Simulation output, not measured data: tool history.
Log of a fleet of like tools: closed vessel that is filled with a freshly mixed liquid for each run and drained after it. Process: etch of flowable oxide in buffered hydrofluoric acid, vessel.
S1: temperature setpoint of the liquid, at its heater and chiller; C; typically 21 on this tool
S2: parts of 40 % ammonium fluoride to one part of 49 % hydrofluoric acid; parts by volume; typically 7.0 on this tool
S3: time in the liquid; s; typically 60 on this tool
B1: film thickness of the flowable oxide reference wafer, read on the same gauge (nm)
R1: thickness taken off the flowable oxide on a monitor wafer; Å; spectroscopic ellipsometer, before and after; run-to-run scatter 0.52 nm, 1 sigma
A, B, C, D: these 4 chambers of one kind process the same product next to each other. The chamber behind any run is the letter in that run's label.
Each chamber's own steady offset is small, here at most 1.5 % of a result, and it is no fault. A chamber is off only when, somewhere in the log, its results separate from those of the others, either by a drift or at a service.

{"run": "1C", "hour": 4.8, "S1": 21, "S2": 7.0, "S3": 60, "B1": 49.953, "R1": 1272.0}
{"run": "2D", "hour": 8.8, "S1": 21, "S2": 7.0, "S3": 60, "B1": 50.062, "R1": 1283.0}
{"run": "3A", "hour": 11.8, "S1": 21, "S2": 7.0, "S3": 60, "B1": 49.938, "R1": 1260.9}
{"run": "4B", "hour": 16.2, "S1": 21, "S2": 7.0, "S3": 60, "B1": 50.024, "R1": 1274.1}
{"run": "5D", "hour": 18.7, "S1": 21, "S2": 7.0, "S3": 60, "B1": 49.998, "R1": 1284.5}
{"run": "6C", "hour": 22.2, "S1": 21, "S2": 7.0, "S3": 60, "B1": 49.973, "R1": 1253.6}
{"run": "7B", "hour": 26.1, "S1": 21, "S2": 7.0, "S3": 60, "B1": 50.019, "R1": 1270.8}
{"run": "8A", "hour": 30.9, "S1": 17, "S2": 9.5, "S3": 60, "B1": 49.947, "R1": 738.34}
{"run": "9C", "hour": 35.3, "S1": 17, "S2": 9.5, "S3": 60, "B1": 50.005, "R1": 743.05}
{"run": "10D", "hour": 39.0, "S1": 17, "S2": 9.5, "S3": 60, "B1": 50.026, "R1": 756.05}
{"run": "11B", "hour": 44.3, "S1": 17, "S2": 9.5, "S3": 60, "B1": 49.984, "R1": 744.64}
{"run": "12A", "hour": 49.2, "S1": 21, "S2": 7.0, "S3": 60, "B1": 50.01, "R1": 1268.8}
{"run": "13A", "hour": 51.9, "S1": 21, "S2": 7.0, "S3": 60, "B1": 50.013, "R1": 1268.4}
{"run": "14D", "hour": 56.5, "S1": 21, "S2": 7.0, "S3": 60, "B1": 49.968, "R1": 1285.5}
{"run": "15B", "hour": 61.4, "S1": 21, "S2": 7.0, "S3": 60, "B1": 50.005, "R1": 1264.0}
{"run": "16C", "hour": 65.7, "S1": 21, "S2": 7.0, "S3": 60, "B1": 50.009, "R1": 1274.7}
{"run": "17D", "hour": 69.9, "S1": 21, "S2": 7.0, "S3": 60, "B1": 50.017, "R1": 1283.8}
{"run": "18C", "hour": 73.6, "S1": 21, "S2": 7.0, "S3": 60, "B1": 49.95, "R1": 1262.4}
{"run": "19B", "hour": 77.4, "S1": 23, "S2": 7.0, "S3": 40, "B1": 50.025, "R1": 940.52}
{"hour": 81.3, "done": "chamber B: thermometer replaced"}
{"run": "20A", "hour": 81.3, "S1": 23, "S2": 7.0, "S3": 40, "B1": 49.968, "R1": 948.14}
{"run": "21A", "hour": 86.7, "S1": 23, "S2": 7.0, "S3": 40, "B1": 49.997, "R1": 938.9}
{"run": "22C", "hour": 90.9, "S1": 23, "S2": 7.0, "S3": 40, "B1": 49.975, "R1": 933.68}
{"run": "23B", "hour": 95.9, "S1": 21, "S2": 7.0, "S3": 60, "B1": 50.049, "R1": 1277.6}
{"run": "24D", "hour": 98.5, "S1": 21, "S2": 7.0, "S3": 60, "B1": 49.989, "R1": 1275.9}
{"run": "25A", "hour": 102.2, "S1": 21, "S2": 5.0, "S3": 30, "B1": 50.022, "R1": 841.76}
{"run": "26D", "hour": 106.7, "S1": 21, "S2": 5.0, "S3": 30, "B1": 50.014, "R1": 854.39}
{"run": "27B", "hour": 111.8, "S1": 21, "S2": 5.0, "S3": 30, "B1": 50.015, "R1": 847.41}
{"run": "28C", "hour": 114.5, "S1": 21, "S2": 5.0, "S3": 30, "B1": 50.049, "R1": 838.11}
{"run": "29B", "hour": 120.0, "S1": 21, "S2": 8.5, "S3": 90, "B1": 50.017, "R1": 1554.5}
{"run": "30A", "hour": 123.7, "S1": 21, "S2": 8.5, "S3": 90, "B1": 50.016, "R1": 1545.6}
{"run": "31C", "hour": 127.3, "S1": 21, "S2": 8.5, "S3": 90, "B1": 50.039, "R1": 1541.8}

Decide between three cases: one chamber stands off from its peers, the gauge reading all wafers drifts, or nothing is wrong past each chamber's small offset. Where a chamber is off, say which and what most likely put it there.

Nothing is wrong: each chamber keeps only its own small, steady offset and the gauge holds still.
